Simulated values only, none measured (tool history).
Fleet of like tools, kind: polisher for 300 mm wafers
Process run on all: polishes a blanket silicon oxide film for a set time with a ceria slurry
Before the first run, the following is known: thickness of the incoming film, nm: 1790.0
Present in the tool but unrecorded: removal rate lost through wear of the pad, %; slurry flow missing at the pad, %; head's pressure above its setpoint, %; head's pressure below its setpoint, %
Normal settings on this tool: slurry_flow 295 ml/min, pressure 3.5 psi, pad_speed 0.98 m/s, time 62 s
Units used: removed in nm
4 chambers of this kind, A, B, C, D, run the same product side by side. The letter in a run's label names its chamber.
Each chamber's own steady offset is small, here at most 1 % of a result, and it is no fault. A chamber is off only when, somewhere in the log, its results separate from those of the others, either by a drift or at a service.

run	day	slurry_flow	pressure	pad_speed	time	wafers polished on this pad	hours since the slurry nozzle was cleaned	hours since the head pressure was calibrated	removed
1C	0.296	295	3.5	0.98	62	513	160	46.1	259.94
# day 0.479: chamber B: worn pad replaced by a new one
2A	0.575	295	3.5	0.98	62	443	302.1	1148.2	259.18
3B	0.908	295	3.5	0.98	62	72	84.4	306.1	257.06
# day 1.088: chamber D: worn pad replaced by a new one
4D	1.129	295	3.5	0.98	62	7	791.7	928.4	257.57
5B	1.304	295	3.5	0.98	62	139	93.9	315.6	263.36
# day 1.333: chamber A: worn pad replaced by a new one
6C	1.579	295	3.5	0.98	62	729	190.8	76.9	254.53
7D	1.967	295	3.5	0.98	62	148	811.8	948.5	252.13
8A	2.296	295	3.5	0.98	62	162	343.4	1189.5	259.76
9D	2.488	295	3.5	0.98	62	236	824.3	961	251.22
10C	2.712	295	3.5	0.98	62	920	218	104.1	260.37
# day 2.883: chamber D: slurry nozzle cleaned
11A	2.904	255	3.5	0.98	52	264	358	1204.1	214.52
12B	3.15	255	3.5	0.98	52	450	138.2	359.9	211.09
13B	3.529	255	3.5	0.98	52	514	147.3	369	217.6
14A	3.9	255	3.5	0.98	52	432	381.9	1228	210.4
# day 3.988: chamber C: worn pad replaced by a new one
15D	4.258	295	3.5	0.98	62	534	33.1	1003.5	259
16C	4.542	295	3.5	0.98	62	93	261.9	148	259.91
17C	4.725	295	3.5	0.98	62	124	266.3	152.4	255.27
18A	4.917	295	3.5	0.98	62	604	406.3	1252.4	259.96
# day 5: chamber A: head pressure recalibrated
19B	5.283	390	3.5	0.98	62	810	189.4	411.1	271.78
# day 5.55: chamber D: worn pad replaced by a new one
20D	5.6	390	3.5	0.98	62	8	65.3	1035.7	260.45
# day 5.7: chamber A: worn pad replaced by a new one
21B	5.788	390	3.5	0.98	62	895	201.5	423.2	273.69
22D	6.121	390	3.5	0.98	62	96	77.8	1048.2	266.83
23A	6.425	295	3.5	0.98	62	122	442.5	34.3	253.08
24C	6.792	295	3.5	0.98	62	472	315.9	202	251.1
25A	7.175	295	3.5	0.98	62	248	460.5	52.3	258.49
# day 7.217: chamber A: slurry nozzle cleaned
26D	7.429	295	3.5	0.98	62	316	109.2	1079.6	256.11
27B	7.817	295	3.5	0.98	62	1237	250.2	471.9	277.11
28C	8.129	295	3.5	0.98	62	698	348	234.1	256.62
29C	8.329	295	3.5	0.98	62	731	352.8	238.9	259.18
30D	8.646	200	3.5	1.14	62	521	138.4	1108.8	289.18
31A	8.883	200	3.5	1.14	62	536	40.1	93.3	285.15

The same settings go to every chamber for the next run, one line per chamber below. Forecast the results for each:
32A	9.162	295	3.5	0.98	62				?
32B	9.162	295	3.5	0.98	62				?
32C	9.162	295	3.5	0.98	62				?
32D	9.162	295	3.5	0.98	62				?

run	removed
32A	264.05
32B	279.41
32C	257.66
32D	251.35
